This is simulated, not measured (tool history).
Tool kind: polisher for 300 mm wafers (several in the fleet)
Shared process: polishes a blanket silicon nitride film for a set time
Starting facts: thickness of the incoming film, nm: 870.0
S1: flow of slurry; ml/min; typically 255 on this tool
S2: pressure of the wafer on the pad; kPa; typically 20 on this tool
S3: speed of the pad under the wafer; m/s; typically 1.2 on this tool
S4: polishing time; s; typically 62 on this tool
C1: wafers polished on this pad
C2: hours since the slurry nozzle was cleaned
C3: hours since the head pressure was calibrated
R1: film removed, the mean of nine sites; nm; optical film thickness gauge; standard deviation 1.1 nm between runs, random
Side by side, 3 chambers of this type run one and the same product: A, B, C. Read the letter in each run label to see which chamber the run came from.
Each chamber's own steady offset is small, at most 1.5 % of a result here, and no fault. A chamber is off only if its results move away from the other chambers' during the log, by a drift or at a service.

Run 1A, hour 13.6: usual settings; C1 857; C2 315.9; C3 593.1. Result: R1 82.491 nm.
Run 2C, hour 27.1: usual settings; C1 338; C2 146.1; C3 613.6. Result: R1 82.018 nm.
Run 3B, hour 39.4: usual settings; C1 484; C2 767.4; C3 354.3. Result: R1 81.838 nm.
Run 4A, hour 46.5: usual settings; C1 1091; C2 348.8; C3 626. Result: R1 83.314 nm.
At hour 54: chamber B: slurry nozzle cleaned.
Run 5B, hour 54.2: usual settings; C1 590; C2 0.2; C3 369.1. Result: R1 82.063 nm.
At hour 57.1: chamber B: worn pad replaced by a new one.
Run 6C, hour 64.5: usual settings; C1 604; C2 183.5; C3 651. Result: R1 84.925 nm.
Run 7A, hour 73.7: usual settings; C1 1285; C2 376; C3 653.2. Result: R1 83.105 nm.
Run 8C, hour 88.4: usual settings but S1 285 ml/min, S3 1.46 m/s; C1 774; C2 207.4; C3 674.9. Result: R1 97.85 nm.
Run 9B, hour 98.5: usual settings but S1 285 ml/min, S3 1.46 m/s; C1 294; C2 44.5; C3 413.4. Result: R1 98.152 nm.
At hour 110.3: chamber A: slurry nozzle cleaned.
Run 10C, hour 113.4: usual settings but S1 285 ml/min, S3 1.46 m/s; C1 952; C2 232.4; C3 699.9. Result: R1 97.588 nm.
At hour 124.3: chamber C: worn pad replaced by a new one.
Run 11B, hour 127.9: usual settings; C1 504; C2 73.9; C3 442.8. Result: R1 81.693 nm.
At hour 132.4: chamber B: worn pad replaced by a new one.
Run 12A, hour 140.4: usual settings; C1 1760; C2 30.1; C3 719.9. Result: R1 81.974 nm.
Run 13A, hour 150.5: usual settings; C1 1831; C2 40.2; C3 730. Result: R1 80.904 nm.
Run 14B, hour 158: usual settings; C1 182; C2 104; C3 472.9. Result: R1 84.019 nm.
Run 15C, hour 165.6: usual settings; C1 294; C2 284.6; C3 752.1. Result: R1 83.419 nm.
Run 16A, hour 180.7: usual settings; C1 2046; C2 70.4; C3 760.2. Result: R1 79.139 nm.
Run 17B, hour 195.6: usual settings; C1 450; C2 141.6; C3 510.5. Result: R1 83.05 nm.
Run 18C, hour 210.3: usual settings; C1 612; C2 329.3; C3 796.8. Result: R1 81.338 nm.
At hour 213: chamber B: worn pad replaced by a new one.
Run 19A, hour 217.9: usual settings; C1 2311; C2 107.6; C3 797.4. Result: R1 78.018 nm.
At hour 223.1: chamber B: head pressure recalibrated.
Run 20C, hour 225.8: usual settings; C1 723; C2 344.8; C3 812.3. Result: R1 83.711 nm.
Run 21B, hour 238.8: usual settings; C1 184; C2 184.8; C3 15.7. Result: R1 82.582 nm.
Run 22B, hour 247.8: usual settings; C1 248; C2 193.8; C3 24.7. Result: R1 81.728 nm.
At hour 248.9: chamber C: worn pad replaced by a new one.
Run 23C, hour 260.5: usual settings; C1 82; C2 379.5; C3 847. Result: R1 81.824 nm.
Run 24A, hour 267.9: usual settings but S1 195 ml/min, S3 0.84 m/s; C1 2667; C2 157.6; C3 847.4. Result: R1 55.439 nm.
Run 25B, hour 281.6: usual settings but S1 195 ml/min, S3 0.84 m/s; C1 489; C2 227.6; C3 58.5. Result: R1 59.9 nm.
At hour 295: chamber B: worn pad replaced by a new one.
Run 26A, hour 296.2: usual settings but S1 195 ml/min, S3 0.84 m/s; C1 2869; C2 185.9; C3 875.7. Result: R1 56.25 nm.
Run 27C, hour 307.9: usual settings; C1 420; C2 426.9; C3 894.4. Result: R1 83.214 nm.
Run 28B, hour 322.7: usual settings; C1 197; C2 268.7; C3 99.6. Result: R1 82.36 nm.
Run 29A, hour 332.3: usual settings; C1 3126; C2 222; C3 911.8. Result: R1 78.041 nm.
Run 30C, hour 347.4: usual settings; C1 701; C2 466.4; C3 933.9. Result: R1 85.143 nm.
Run 31C, hour 357.9: usual settings; C1 776; C2 476.9; C3 944.4. Result: R1 82.143 nm.
Run 32A, hour 365: usual settings but S1 210 ml/min; C1 3359; C2 254.7; C3 944.5. Result: R1 74.991 nm.
Run 33B, hour 376.8: usual settings but S1 210 ml/min; C1 582; C2 322.8; C3 153.7. Result: R1 82.116 nm.
At hour 379: chamber B: worn pad replaced by a new one.
Run 34B, hour 389.7: usual settings but S1 210 ml/min; C1 76; C2 335.7; C3 166.6. Result: R1 80.704 nm.

Which is it: a chamber that has drifted or been left off by a service, a gauge drift common to all chambers, or only each chamber's usual small offset? If a chamber is off, name it and its likeliest cause.

It is chamber A that slowly wanders off from its peers.
Cause: removal rate lost through wear of the pad, % = 7.77.
It could be hard to tell apart here from: head's pressure below its setpoint, %.

Here are 4 candidates for chamber A's next run, each the usual settings with a change, their results left as question marks. Which one brings its results back in line with what the others give on the usual settings?
In line means no further than this from the other chambers' mean on the usual settings: R1 3.9 nm
Run 35A-1, hour 400.6: usual settings but S3 1.5 m/s. Result: R1 ?.
Run 35A-2, hour 400.6: usual settings but S2 18.6 kPa, S3 1.14 m/s, S4 58 s. Result: R1 ?.
Run 35A-3, hour 400.6: usual settings but S2 18.6 kPa. Result: R1 ?.
Run 35A-4, hour 400.6: usual settings but S2 20.7 kPa, S3 1.24 m/s, S4 64 s. Result: R1 ?.

Average result of the remaining chambers running the usual settings: R1 82.924 nm
  run      R1
35A-1   91.09
35A-2  63.727
35A-3  70.985
35A-4  83.453
35A-4 brings the chamber back in line.
